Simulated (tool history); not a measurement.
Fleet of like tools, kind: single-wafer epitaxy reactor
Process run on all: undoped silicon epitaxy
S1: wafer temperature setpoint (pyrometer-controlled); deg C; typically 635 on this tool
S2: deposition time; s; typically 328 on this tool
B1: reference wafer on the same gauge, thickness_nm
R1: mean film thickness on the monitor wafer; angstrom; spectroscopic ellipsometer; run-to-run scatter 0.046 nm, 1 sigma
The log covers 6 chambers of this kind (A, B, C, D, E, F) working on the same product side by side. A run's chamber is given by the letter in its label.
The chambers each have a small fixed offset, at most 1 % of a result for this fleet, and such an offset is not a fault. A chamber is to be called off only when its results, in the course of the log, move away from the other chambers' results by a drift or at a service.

| run | day | S1 | S2 | B1 | R1 |
|---|---|---|---|---|---|
| 1F | 0.329 | 635 | 328 | 39.198 | 395.36 |
| 2E | 0.546 | 635 | 328 | 39.184 | 395.25 |
| 3D | 0.746 | 635 | 328 | 39.198 | 394.88 |
| 4A | 1.117 | 635 | 328 | 39.172 | 397.38 |
| 5C | 1.504 | 635 | 328 | 39.181 | 390.58 |
| 6B | 1.767 | 635 | 328 | 39.159 | 399.66 |
| 7B | 2.042 | 635 | 328 | 39.162 | 399.48 |
| 8D | 2.375 | 635 | 328 | 39.168 | 392.91 |
| 9A | 2.792 | 624 | 272 | 39.161 | 256.67 |
| 10C | 3.133 | 624 | 272 | 39.151 | 252.31 |
| 11E | 3.496 | 624 | 272 | 39.145 | 254.02 |
| 12F | 3.817 | 624 | 272 | 39.135 | 254.97 |
| 13E | 4.233 | 624 | 272 | 39.143 | 254.29 |
| 14F | 4.458 | 624 | 272 | 39.133 | 255.48 |
| 15A | 4.658 | 635 | 328 | 39.141 | 396.37 |
| 16B | 5.033 | 635 | 328 | 39.125 | 398.59 |
| 17C | 5.417 | 626 | 328 | 39.115 | 318.49 |
| 18D | 5.846 | 626 | 328 | 39.123 | 319.50 |
| 19A | 6.158 | 626 | 328 | 39.114 | 323.29 |
| 20C | 6.454 | 626 | 328 | 39.094 | 318.37 |
| 21F | 6.742 | 626 | 328 | 39.101 | 322.28 |
| 22D | 7.100 | 626 | 328 | 39.096 | 319.46 |
| 23E | 7.533 | 635 | 328 | 39.087 | 393.83 |
| 24B | 7.912 | 623 | 278 | 39.081 | 257.02 |
| 25C | 8.133 | 623 | 278 | 39.080 | 251.56 |
| 26E | 8.529 | 623 | 278 | 39.071 | 253.37 |
| 27F | 8.854 | 623 | 278 | 39.053 | 254.57 |
| 28A | 9.300 | 623 | 278 | 39.050 | 255.00 |
| 29B | 9.608 | 623 | 278 | 39.045 | 257.25 |
| 30D | 9.925 | 635 | 328 | 39.045 | 392.16 |
| 31F | 10.329 | 648 | 354 | 39.037 | 566.17 |
| 32A | 10.533 | 648 | 354 | 39.038 | 569.33 |
| 33D | 10.771 | 648 | 354 | 39.027 | 567.55 |
| 34C | 11.029 | 648 | 354 | 39.038 | 559.99 |
| 35E | 11.300 | 648 | 354 | 39.023 | 568.94 |
| 36B | 11.658 | 648 | 354 | 39.026 | 571.47 |
| 37B | 12.096 | 635 | 328 | 39.020 | 397.20 |

Has any chamber moved away from the others, gradually or after a service, or does the common gauge drift, or do the chambers differ only by their own small steady offsets? State the chamber and the most likely cause if one applies.

No chamber is off; the gauge reading every chamber's wafers drifts, which makes the whole fleet appear to move together.
What lies behind it: gauge reads low (%) = 0.482.

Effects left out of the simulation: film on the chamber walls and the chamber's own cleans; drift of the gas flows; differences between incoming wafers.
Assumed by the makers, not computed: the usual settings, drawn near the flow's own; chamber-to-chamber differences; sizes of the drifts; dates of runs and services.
